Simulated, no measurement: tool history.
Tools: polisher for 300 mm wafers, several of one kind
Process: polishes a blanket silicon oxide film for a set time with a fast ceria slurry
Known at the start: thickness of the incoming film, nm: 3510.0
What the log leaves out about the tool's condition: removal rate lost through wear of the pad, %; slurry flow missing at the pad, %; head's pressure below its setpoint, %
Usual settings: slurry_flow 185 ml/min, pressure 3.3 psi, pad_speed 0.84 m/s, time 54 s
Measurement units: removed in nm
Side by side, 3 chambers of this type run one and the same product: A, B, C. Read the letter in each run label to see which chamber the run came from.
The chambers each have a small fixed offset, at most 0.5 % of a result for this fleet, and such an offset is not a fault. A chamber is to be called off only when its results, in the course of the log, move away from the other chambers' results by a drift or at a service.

run	hour	slurry_flow	pressure	pad_speed	time	wafers polished on this pad	hours since the slurry nozzle was cleaned	hours since the head pressure was calibrated	removed
1A	4.0	185	3.3	0.84	54	238	325.2	201.4	737.00
2C	7.5	185	3.3	0.84	54	681	49.7	156.8	743.00
# hour 10.1: chamber C: worn pad replaced by a new one
3B	10.5	185	3.3	0.84	54	683	388.1	106.3	740.44
4C	14.0	185	3.3	0.84	54	56	56.2	163.3	749.69
5B	17.1	185	3.3	0.84	54	777	394.7	112.9	727.32
6A	21.5	185	2.9	0.84	44	486	342.7	218.9	526.12
7B	26.7	185	2.9	0.84	44	913	404.3	122.5	519.70
8A	30.3	185	2.9	0.84	44	611	351.5	227.7	530.84
9C	35.8	185	3.3	0.84	54	365	78.0	185.1	738.72
10A	40.8	185	3.3	0.84	54	760	362.0	238.2	742.84
11C	45.0	185	3.3	0.84	54	496	87.2	194.3	725.98
# hour 46.3: chamber A: worn pad replaced by a new one
12B	50.6	185	3.3	0.84	54	1253	428.2	146.4	728.68
13C	55.1	185	3.3	0.84	54	639	97.3	204.4	738.83
14A	58.4	185	3.3	0.84	54	171	379.6	255.8	759.69
# hour 61.3: chamber C: worn pad replaced by a new one
15B	63.2	185	3.3	0.84	54	1432	440.8	159.0	725.36
16C	68.3	185	3.3	0.84	54	100	110.5	217.6	731.61
17A	71.5	185	3.3	0.84	54	357	392.7	268.9	737.91
18B	74.9	235	3.3	0.84	54	1598	452.5	170.7	740.55
19A	80.4	235	3.3	0.84	54	484	401.6	277.8	756.61
20B	84.9	235	3.3	0.84	54	1740	462.5	180.7	731.19
21C	90.3	185	3.3	0.84	54	412	132.5	239.6	732.83
22C	95.5	185	3.3	0.84	54	486	137.7	244.8	746.89
23B	100.3	185	3.3	0.84	54	1958	477.9	196.1	708.84
24A	103.6	185	3.3	0.84	54	813	424.8	301.0	747.78
25C	108.3	185	3.3	0.84	54	668	150.5	257.6	741.62
# hour 109.8: chamber A: worn pad replaced by a new one
# hour 113.2: chamber C: worn pad replaced by a new one
26B	113.9	185	3.3	0.84	54	2151	491.5	209.7	699.72
27A	119.4	185	3.3	0.84	54	136	440.6	316.8	761.83
28C	125.0	185	3.3	0.84	54	168	167.2	274.3	737.30
# hour 128.7: chamber B: slurry nozzle cleaned
29B	129.0	185	3.3	0.84	54	2366	0.4	224.8	685.02
30A	131.7	185	3.3	0.84	54	311	452.9	329.1	749.23
31C	136.8	155	2.8	0.84	54	335	179.0	286.1	613.52
32B	139.7	155	2.8	0.84	54	2518	11.1	235.5	564.23
33A	142.7	155	2.8	0.84	54	467	463.9	340.1	618.33
34C	148.6	185	3.3	0.84	54	503	190.8	297.9	737.85
35A	151.8	185	3.3	0.84	54	596	473.0	349.2	743.49
36B	157.5	185	3.3	0.84	54	2770	28.9	253.3	680.22
37B	162.3	185	3.3	0.84	54	2838	33.7	258.1	688.28
# hour 162.8: chamber C: worn pad replaced by a new one
38A	167.9	185	3.3	0.84	54	825	489.1	365.3	728.85
39C	173.3	185	3.3	0.84	54	150	215.5	322.6	732.69

All 3 chambers run these settings next. Forecast each chamber's results:
40A	177.6	185	3.3	0.84	54				?
40B	177.6	185	3.3	0.84	54				?
40C	177.6	185	3.3	0.84	54				?

run	removed
40A	742.87
40B	662.76
40C	736.21
